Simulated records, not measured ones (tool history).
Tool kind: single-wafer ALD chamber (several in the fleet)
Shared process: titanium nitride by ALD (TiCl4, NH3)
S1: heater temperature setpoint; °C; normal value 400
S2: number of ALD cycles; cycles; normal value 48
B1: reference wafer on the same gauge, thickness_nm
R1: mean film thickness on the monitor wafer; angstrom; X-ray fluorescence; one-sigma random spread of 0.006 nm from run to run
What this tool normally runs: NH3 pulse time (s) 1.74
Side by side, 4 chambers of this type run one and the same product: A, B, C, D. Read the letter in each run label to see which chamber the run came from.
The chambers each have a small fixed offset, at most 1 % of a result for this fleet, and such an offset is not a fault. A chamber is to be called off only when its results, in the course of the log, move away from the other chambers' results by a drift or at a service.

run 1C day=0.171 | S1=400 S2=48 NH3_pulse_time_(s)=1.74 | B1=1.0106 | R1=10.643
run 2A day=0.292 | S1=400 S2=48 NH3_pulse_time_(s)=1.74 | B1=1.0097 | R1=10.51
run 3B day=0.488 | S1=400 S2=48 NH3_pulse_time_(s)=1.74 | B1=1.0091 | R1=10.508
run 4D day=0.604 | S1=400 S2=48 NH3_pulse_time_(s)=1.74 | B1=1.0105 | R1=10.518
run 5D day=0.708 | S1=400 S2=39 NH3_pulse_time_(s)=1.74 | B1=1.0105 | R1=8.5195
run 6B day=0.804 | S1=400 S2=39 NH3_pulse_time_(s)=1.74 | B1=1.0109 | R1=8.4929
run 7C day=0.938 | S1=400 S2=39 NH3_pulse_time_(s)=1.74 | B1=1.0104 | R1=8.613
run 8A day=1.104 | S1=400 S2=39 NH3_pulse_time_(s)=1.74 | B1=1.0089 | R1=8.5343
run 9B day=1.254 | S1=400 S2=48 NH3_pulse_time_(s)=1.14 | B1=1.0113 | R1=10.152
run 10A day=1.383 | S1=400 S2=48 NH3_pulse_time_(s)=1.14 | B1=1.0096 | R1=10.267
run 11D day=1.554 | S1=400 S2=48 NH3_pulse_time_(s)=1.14 | B1=1.0097 | R1=10.295
run 12C day=1.65 | S1=400 S2=48 NH3_pulse_time_(s)=1.14 | B1=1.0095 | R1=10.458
run 13A day=1.771 | S1=400 S2=48 NH3_pulse_time_(s)=1.74 | B1=1.0086 | R1=10.481
run 14C day=1.958 | S1=400 S2=48 NH3_pulse_time_(s)=1.74 | B1=1.0103 | R1=10.657
run 15B day=2.05 | S1=400 S2=48 NH3_pulse_time_(s)=1.74 | B1=1.0084 | R1=10.515
run 16D day=2.154 | S1=400 S2=41 NH3_pulse_time_(s)=1.74 | B1=1.0095 | R1=8.9808
run 17C day=2.342 | S1=400 S2=41 NH3_pulse_time_(s)=1.74 | B1=1.0098 | R1=9.1575
run 18A day=2.517 | S1=400 S2=41 NH3_pulse_time_(s)=1.74 | B1=1.0099 | R1=9.0561
run 19B day=2.679 | S1=400 S2=41 NH3_pulse_time_(s)=1.74 | B1=1.0106 | R1=8.9061
run 20D day=2.804 | S1=400 S2=48 NH3_pulse_time_(s)=1.74 | B1=1.0106 | R1=10.469
run 21B day=2.908 | S1=400 S2=48 NH3_pulse_time_(s)=1.74 | B1=1.0083 | R1=10.366
run 22A day=3.071 | S1=400 S2=48 NH3_pulse_time_(s)=1.74 | B1=1.0098 | R1=10.46
run 23C day=3.221 | S1=400 S2=48 NH3_pulse_time_(s)=1.74 | B1=1.0109 | R1=10.663
run 24D day=3.404 | S1=400 S2=48 NH3_pulse_time_(s)=1.74 | B1=1.0086 | R1=10.463
run 25C day=3.575 | S1=400 S2=48 NH3_pulse_time_(s)=1.74 | B1=1.009 | R1=10.593
run 26D day=3.767 | S1=400 S2=48 NH3_pulse_time_(s)=1.74 | B1=1.0087 | R1=10.438
run 27A day=3.904 | S1=400 S2=48 NH3_pulse_time_(s)=1.74 | B1=1.0096 | R1=10.453
run 28B day=4.075 | S1=408 S2=48 NH3_pulse_time_(s)=1.16 | B1=1.0097 | R1=10.42

All chambers now run identical settings, listed one chamber a line with results as question marks. What results will each chamber show?
run 29A day=4.221 | S1=400 S2=48 NH3_pulse_time_(s)=2.27 | R1=?
run 29B day=4.221 | S1=400 S2=48 NH3_pulse_time_(s)=2.27 | R1=?
run 29C day=4.221 | S1=400 S2=48 NH3_pulse_time_(s)=2.27 | R1=?
run 29D day=4.221 | S1=400 S2=48 NH3_pulse_time_(s)=2.27 | R1=?

run=29A R1=10.603
run=29B R1=10.507
run=29C R1=10.81
run=29D R1=10.606

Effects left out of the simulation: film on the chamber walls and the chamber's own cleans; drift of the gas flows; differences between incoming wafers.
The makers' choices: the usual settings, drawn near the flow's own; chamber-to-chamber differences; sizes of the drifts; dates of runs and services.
